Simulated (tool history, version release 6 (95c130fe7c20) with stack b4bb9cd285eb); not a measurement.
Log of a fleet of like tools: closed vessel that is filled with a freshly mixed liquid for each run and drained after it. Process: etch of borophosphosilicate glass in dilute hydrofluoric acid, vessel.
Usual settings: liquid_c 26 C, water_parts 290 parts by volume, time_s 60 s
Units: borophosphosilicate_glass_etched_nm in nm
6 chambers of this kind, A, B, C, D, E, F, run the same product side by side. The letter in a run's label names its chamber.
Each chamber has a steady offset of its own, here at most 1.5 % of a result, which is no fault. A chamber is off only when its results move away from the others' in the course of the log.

| run | day | liquid_c | water_parts | time_s | read-back film thickness of the borophosphosilicate glass reference wafer, read on the same gauge (nm) | borophosphosilicate_glass_etched_nm |
|---|---|---|---|---|---|---|
| 1C | 0.158 | 26 | 290 | 60 | 29.980 | 8.5716 |
| 2E | 0.442 | 26 | 290 | 60 | 29.971 | 8.2904 |
| 3F | 0.629 | 26 | 290 | 60 | 30.003 | 8.5668 |
| 4D | 0.771 | 26 | 290 | 60 | 29.982 | 8.6748 |
| 5A | 1.008 | 28 | 290 | 60 | 29.950 | 9.1248 |
| 6B | 1.275 | 28 | 290 | 60 | 30.065 | 9.0246 |
| 7F | 1.525 | 28 | 290 | 60 | 29.983 | 9.1381 |
| 8D | 1.671 | 28 | 290 | 60 | 29.986 | 9.1216 |
| 9E | 1.908 | 28 | 290 | 60 | 30.025 | 8.9296 |
| 10A | 2.200 | 28 | 290 | 60 | 30.038 | 9.0460 |
|  | 2.379 | chamber A: hydrofluoric acid flow meter replaced |
| 11C | 2.462 | 26 | 290 | 60 | 30.040 | 8.5251 |
| 12B | 2.633 | 26 | 290 | 60 | 30.054 | 8.3936 |
| 13B | 2.833 | 26 | 290 | 60 | 29.958 | 8.3561 |
| 14E | 3.083 | 26 | 290 | 60 | 29.961 | 8.4489 |
| 15C | 3.238 | 26 | 290 | 60 | 29.993 | 8.5434 |
| 16F | 3.412 | 26 | 290 | 60 | 29.981 | 8.6122 |
| 17A | 3.646 | 26 | 290 | 60 | 29.998 | 8.4990 |
|  | 3.821 | chamber A: thermometer replaced |
| 18D | 3.838 | 26 | 290 | 60 | 29.990 | 8.6081 |
| 19B | 4.004 | 26 | 290 | 60 | 30.001 | 8.4113 |
| 20A | 4.254 | 26 | 290 | 60 | 30.020 | 8.5433 |
| 21F | 4.425 | 26 | 290 | 60 | 30.008 | 8.5649 |
| 22E | 4.642 | 22 | 165 | 60 | 30.017 | 14.2310 |
| 23C | 4.783 | 22 | 165 | 60 | 30.034 | 14.8960 |
| 24D | 5.042 | 22 | 165 | 60 | 30.008 | 14.9020 |
| 25C | 5.179 | 22 | 165 | 60 | 29.949 | 14.5440 |
| 26D | 5.342 | 22 | 165 | 60 | 29.995 | 14.9050 |
| 27F | 5.512 | 22 | 165 | 60 | 30.005 | 14.8670 |
| 28B | 5.767 | 26 | 290 | 60 | 29.999 | 8.4015 |
| 29E | 5.921 | 26 | 290 | 60 | 30.069 | 8.0950 |
|  | 5.938 | chamber B: thermometer replaced |
| 30A | 6.058 | 26 | 290 | 60 | 30.012 | 8.5082 |
|  | 6.212 | chamber E: thermometer replaced |
| 31E | 6.225 | 26 | 290 | 60 | 30.012 | 8.1147 |
| 32D | 6.458 | 26 | 290 | 60 | 30.032 | 8.5184 |
| 33F | 6.692 | 26 | 290 | 60 | 29.980 | 8.5902 |
| 34C | 6.879 | 26 | 290 | 60 | 30.012 | 8.6150 |
| 35B | 7.104 | 26 | 290 | 60 | 30.023 | 8.4177 |
| 36A | 7.300 | 26 | 290 | 60 | 29.968 | 8.4100 |
| 37F | 7.533 | 26 | 290 | 60 | 29.997 | 8.4328 |
| 38E | 7.800 | 26 | 290 | 60 | 29.960 | 7.8814 |
| 39C | 8.038 | 26 | 290 | 60 | 30.011 | 8.5530 |
|  | 8.167 | chamber C: hydrofluoric acid flow meter replaced |
| 40B | 8.242 | 26 | 290 | 60 | 29.983 | 8.3450 |
| 41D | 8.400 | 26 | 290 | 60 | 29.997 | 8.6173 |
| 42A | 8.558 | 26 | 290 | 60 | 29.984 | 8.4849 |
| 43E | 8.788 | 26 | 290 | 60 | 29.976 | 7.7463 |
| 44C | 8.917 | 26 | 290 | 60 | 30.031 | 8.6261 |

Is one chamber off against the others, does the gauge drift, or is nothing wrong? If a chamber is off, say which, and what the likeliest cause is.

Chamber E drifts away from the others.
Cause: hydrofluoric acid flow below the setpoint (%) = 6.71.

Here are 4 candidates for chamber E's next run, each the usual settings with a change, their results left as question marks. Which one brings its results back in line with what the others give on the usual settings?
In line means no further than this from the other chambers' mean on the usual settings: borophosphosilicate_glass_etched_nm 0.2000 nm
| 45E-1 | 9.125 | 21.5 | 290 | 60 |  | ? |
| 45E-2 | 9.125 | 29.0 | 290 | 60 |  | ? |
| 45E-3 | 9.125 | 23.0 | 290 | 60 |  | ? |
| 45E-4 | 9.125 | 31.0 | 290 | 60 |  | ? |

The other chambers' mean on the usual settings: borophosphosilicate_glass_etched_nm 8.5197 nm
| run | borophosphosilicate_glass_etched_nm |
|---|---|
| 45E-1 | 6.5849 |
| 45E-2 | 8.4764 |
| 45E-3 | 6.9379 |
| 45E-4 | 9.0335 |
45E-2 brings the chamber back in line.
